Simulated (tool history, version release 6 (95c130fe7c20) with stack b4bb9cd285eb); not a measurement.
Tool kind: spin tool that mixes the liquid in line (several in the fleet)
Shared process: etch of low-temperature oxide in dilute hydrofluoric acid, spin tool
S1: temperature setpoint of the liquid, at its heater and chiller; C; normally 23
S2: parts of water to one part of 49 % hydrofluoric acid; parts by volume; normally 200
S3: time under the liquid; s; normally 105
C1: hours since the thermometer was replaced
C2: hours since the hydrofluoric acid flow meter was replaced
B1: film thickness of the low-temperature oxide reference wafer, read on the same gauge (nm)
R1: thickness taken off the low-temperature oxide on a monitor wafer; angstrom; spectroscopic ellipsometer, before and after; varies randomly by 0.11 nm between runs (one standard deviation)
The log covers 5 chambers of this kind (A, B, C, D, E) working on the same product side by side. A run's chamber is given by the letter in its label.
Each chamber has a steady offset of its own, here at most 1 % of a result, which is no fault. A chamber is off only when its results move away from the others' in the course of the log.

run,hour,S1,S2,S3,C1,C2,B1,R1
1B,13.7,23,200,105,63.1,365.0,119.97,158.680
2E,24.7,23,200,105,291.7,1711.8,120.00,160.300
3D,38.3,23,200,105,1192.3,402.6,120.04,157.820
4A,46.4,23,200,105,846.2,994.0,120.05,161.470
5C,57.8,23,200,45,174.5,1093.3,120.03,68.432
6A,69.2,23,200,45,869.0,1016.8,120.03,69.392
7B,84.2,23,200,45,133.6,435.5,119.99,67.851
8D,96.9,23,200,45,1250.9,461.2,120.00,67.993
9E,107.9,23,200,45,374.9,1795.0,119.99,68.139
10C,118.1,23,200,105,234.8,1153.6,119.98,156.890
# hour 123.0: chamber A: hydrofluoric acid flow meter replaced
# hour 129.9: chamber D: thermometer replaced
11C,133.9,23,265,105,250.6,1169.4,120.00,111.990
12E,146.8,23,265,105,413.8,1833.9,120.04,112.050
# hour 148.0: chamber D: hydrofluoric acid flow meter replaced
13A,157.4,23,265,105,957.2,34.5,119.97,114.670
14B,167.5,23,265,105,216.9,518.8,120.02,113.850
15D,181.3,23,265,105,51.5,33.4,119.97,113.130
16C,196.0,23,200,105,312.7,1231.5,120.01,158.190
17E,203.9,23,200,105,470.9,1891.0,119.96,158.200
18D,216.6,23,200,105,86.8,68.7,120.01,159.000
19B,230.3,23,200,105,279.7,581.6,119.98,159.590
20A,238.8,23,200,105,1038.6,115.9,120.01,159.250
21C,253.9,23,200,105,370.6,1289.4,119.94,157.570
22E,267.0,23,200,105,534.0,1954.1,120.05,163.210
23B,278.4,23,200,105,327.8,629.7,120.06,160.960
24A,293.5,23,200,105,1093.3,170.6,119.99,161.760
25D,308.9,23,200,105,179.1,161.0,120.02,161.170
26B,322.7,23,200,105,372.1,674.0,120.01,162.600
# hour 330.6: chamber C: hydrofluoric acid flow meter replaced
27A,331.8,23,200,105,1131.6,208.9,120.01,160.490
28C,345.1,23,200,105,461.8,14.5,120.02,157.080
29D,355.0,23,200,105,225.2,207.1,120.01,159.170
30E,363.7,23,200,105,630.7,2050.8,119.98,162.310
31C,370.7,23,200,105,487.4,40.1,119.98,158.460
32D,382.3,23,200,105,252.5,234.4,120.02,156.900
33E,392.0,23,200,105,659.0,2079.1,120.00,161.980
34A,403.6,23,200,105,1203.4,280.7,119.98,160.190
35B,412.3,23,200,105,461.7,763.6,119.99,170.430
36C,421.9,23,140,65,538.6,91.3,120.03,146.910
37D,437.8,23,140,65,308.0,289.9,120.06,148.350
38E,444.8,23,140,65,711.8,2131.9,120.00,152.390
39A,457.5,23,140,65,1257.3,334.6,119.99,151.040
40B,469.6,23,140,65,519.0,820.9,119.97,161.150
41D,484.0,23,200,105,354.2,336.1,120.00,156.970
42E,496.6,23,200,105,763.6,2183.7,120.01,161.900
43B,509.3,18,290,105,558.7,860.6,119.95,91.495

Has any chamber moved away from the others, gradually or after a service, or does the common gauge drift, or do the chambers differ only by their own small steady offsets? State the chamber and the most likely cause if one applies.

Chamber B drifts away from the others.
Most likely cause: hydrofluoric acid flow above the setpoint (%) = 8.68.
The log may not tell that from: liquid hotter than its thermometer reads (K).

Here are 4 candidates for chamber B's next run, each the usual settings with a change, their results left as question marks. Which one brings its results back in line with what the others give on the usual settings?
A result is in line if it is within this distance of the other chambers' mean on the usual settings: R1 4.000 angstrom
44B-1,521.0,23.0,200,95,,,,?
44B-2,521.0,25.5,200,105,,,,?
44B-3,521.0,23.0,200,110,,,,?
44B-4,521.0,22.0,200,105,,,,?

The mean the other chambers reach with the usual settings: R1 159.650 angstrom
run,R1
44B-1,158.370
44B-2,192.200
44B-3,183.370
44B-4,168.450
The answer is 44B-1, which returns the chamber to within the allowed miss of the others.

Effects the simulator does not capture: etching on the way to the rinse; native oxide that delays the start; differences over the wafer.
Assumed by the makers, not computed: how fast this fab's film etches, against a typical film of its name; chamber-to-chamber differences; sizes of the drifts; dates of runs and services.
